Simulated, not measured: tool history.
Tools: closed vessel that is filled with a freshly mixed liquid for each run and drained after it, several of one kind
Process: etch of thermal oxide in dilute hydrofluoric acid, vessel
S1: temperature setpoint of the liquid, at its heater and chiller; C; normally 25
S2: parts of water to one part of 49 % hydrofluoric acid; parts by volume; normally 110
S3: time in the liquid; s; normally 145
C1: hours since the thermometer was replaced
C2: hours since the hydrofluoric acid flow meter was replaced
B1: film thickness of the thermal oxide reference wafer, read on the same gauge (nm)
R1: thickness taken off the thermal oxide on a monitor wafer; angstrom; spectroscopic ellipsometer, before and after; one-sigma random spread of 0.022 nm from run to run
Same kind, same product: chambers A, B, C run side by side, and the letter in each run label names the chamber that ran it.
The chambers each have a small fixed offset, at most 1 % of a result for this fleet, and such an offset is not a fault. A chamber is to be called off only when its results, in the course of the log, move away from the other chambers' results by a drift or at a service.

Run 1B, hour 3.5: usual settings; C1 1426.2; C2 866.7; B1 69.98. Result: R1 61.905 angstrom.
Run 2A, hour 7.8: usual settings; C1 1162.9; C2 81.8; B1 70.013. Result: R1 61.629 angstrom.
Run 3C, hour 9.9: usual settings; C1 437.2; C2 879.5; B1 70.001. Result: R1 62.784 angstrom.
Run 4C, hour 11.9: usual settings; C1 439.2; C2 881.5; B1 70.016. Result: R1 62.524 angstrom.
Run 5B, hour 14: usual settings; C1 1436.7; C2 877.2; B1 70.006. Result: R1 61.899 angstrom.
Run 6A, hour 17.7: usual settings; C1 1172.8; C2 91.7; B1 69.959. Result: R1 61.343 angstrom.
Run 7C, hour 20.2: usual settings but S3 90 s; C1 447.5; C2 889.8; B1 70.033. Result: R1 38.774 angstrom.
Run 8A, hour 24.1: usual settings but S3 90 s; C1 1179.2; C2 98.1; B1 70.018. Result: R1 38.256 angstrom.
Run 9B, hour 27.9: usual settings but S3 90 s; C1 1450.6; C2 891.1; B1 70.029. Result: R1 38.55 angstrom.
Run 10C, hour 31.7: usual settings; C1 459; C2 901.3; B1 69.982. Result: R1 62.765 angstrom.
Run 11B, hour 33.8: usual settings; C1 1456.5; C2 897; B1 70.028. Result: R1 62.084 angstrom.
Run 12A, hour 36.3: usual settings; C1 1191.4; C2 110.3; B1 69.988. Result: R1 61.734 angstrom.
Run 13B, hour 40.4: usual settings; C1 1463.1; C2 903.6; B1 70.039. Result: R1 62.313 angstrom.
Run 14C, hour 43.7: usual settings; C1 471; C2 913.3; B1 69.968. Result: R1 62.958 angstrom.
Run 15A, hour 47.2: usual settings; C1 1202.3; C2 121.2; B1 70.009. Result: R1 61.31 angstrom.
Run 16B, hour 50.5: usual settings; C1 1473.2; C2 913.7; B1 70.014. Result: R1 61.91 angstrom.
Run 17C, hour 52.6: usual settings but S2 135 parts by volume, S3 105 s; C1 479.9; C2 922.2; B1 70.006. Result: R1 36.078 angstrom.
Run 18A, hour 55.2: usual settings but S2 135 parts by volume, S3 105 s; C1 1210.3; C2 129.2; B1 70.003. Result: R1 35.066 angstrom.
Run 19C, hour 58.2: usual settings but S2 135 parts by volume, S3 105 s; C1 485.5; C2 927.8; B1 70.02. Result: R1 36.218 angstrom.
Run 20A, hour 60.4: usual settings; C1 1215.5; C2 134.4; B1 69.998. Result: R1 61.935 angstrom.
Run 21B, hour 62.6: usual settings; C1 1485.3; C2 925.8; B1 70.005. Result: R1 62.092 angstrom.
Run 22C, hour 64.6: usual settings; C1 491.9; C2 934.2; B1 70.004. Result: R1 63.535 angstrom.
Run 23B, hour 69: usual settings; C1 1491.7; C2 932.2; B1 70.026. Result: R1 62.136 angstrom.
Run 24A, hour 71.5: usual settings; C1 1226.6; C2 145.5; B1 70.023. Result: R1 61.794 angstrom.
Run 25A, hour 74.8: usual settings; C1 1229.9; C2 148.8; B1 70.028. Result: R1 61.924 angstrom.
Run 26B, hour 77.5: usual settings; C1 1500.2; C2 940.7; B1 69.995. Result: R1 61.724 angstrom.
Run 27C, hour 81.6: usual settings but S2 140 parts by volume; C1 508.9; C2 951.2; B1 70.032. Result: R1 48.209 angstrom.
Run 28C, hour 83.9: usual settings but S2 140 parts by volume; C1 511.2; C2 953.5; B1 70.025. Result: R1 48.668 angstrom.
Run 29A, hour 86.7: usual settings but S2 140 parts by volume; C1 1241.8; C2 160.7; B1 69.983. Result: R1 46.379 angstrom.
Run 30B, hour 88.9: usual settings; C1 1511.6; C2 952.1; B1 70.005. Result: R1 62.037 angstrom.
Run 31A, hour 91.9: usual settings; C1 1247; C2 165.9; B1 69.989. Result: R1 61.662 angstrom.
Run 32B, hour 96.3: usual settings; C1 1519; C2 959.5; B1 69.992. Result: R1 62.03 angstrom.
Run 33C, hour 99.7: usual settings but S1 29.5 C, S2 70 parts by volume; C1 527; C2 969.3; B1 69.981. Result: R1 126.3 angstrom.
Run 34B, hour 102.7: usual settings but S1 29.5 C, S2 70 parts by volume; C1 1525.4; C2 965.9; B1 69.987. Result: R1 122.24 angstrom.
Run 35A, hour 105.5: usual settings but S1 29.5 C, S2 70 parts by volume; C1 1260.6; C2 179.5; B1 70.016. Result: R1 122.16 angstrom.
Run 36C, hour 108.1: usual settings but S1 28 C; C1 535.4; C2 977.7; B1 70.004. Result: R1 72.067 angstrom.
At hour 109.1: chamber B: thermometer replaced.
Run 37A, hour 111.3: usual settings but S1 28 C; C1 1266.4; C2 185.3; B1 70.007. Result: R1 69.081 angstrom.
Run 38B, hour 114.5: usual settings but S1 28 C; C1 5.5; C2 977.7; B1 70.04. Result: R1 69.334 angstrom.
Run 39C, hour 116.8: usual settings; C1 544.1; C2 986.4; B1 70.026. Result: R1 64.634 angstrom.

Is one chamber out of step, is the gauge drifting, or do the chambers differ by no more than their own small offsets? For an off chamber, give its letter and the likeliest cause.

It is chamber C that slowly wanders off from its peers.
Likeliest cause: hydrofluoric acid flow above the setpoint (%) = 2.71.
The log may not tell that from: liquid hotter than its thermometer reads (K).

Which of the 4 candidates below, each the usual settings with something changed and its results left as question marks, puts chamber C back in line with what the other chambers give on the usual settings?
To be in line, a result may differ from the other chambers' mean on the usual settings by at most: R1 0.76 angstrom
Run 40C-1, hour 119.9: usual settings but S1 24 C. Result: R1 ?.
Run 40C-2, hour 119.9: usual settings but S2 115 parts by volume, S3 140 s. Result: R1 ?.
Run 40C-3, hour 119.9: usual settings but S2 105 parts by volume, S3 150 s. Result: R1 ?.
Run 40C-4, hour 119.9: usual settings but S1 26 C. Result: R1 ?.

On the usual settings, the other chambers give on average: R1 61.789 angstrom
  run      R1
40C-1  61.984
40C-2  59.246
40C-3  70.313
40C-4  67.096
40C-1 is the one that brings the chamber's results back in line with the other chambers.
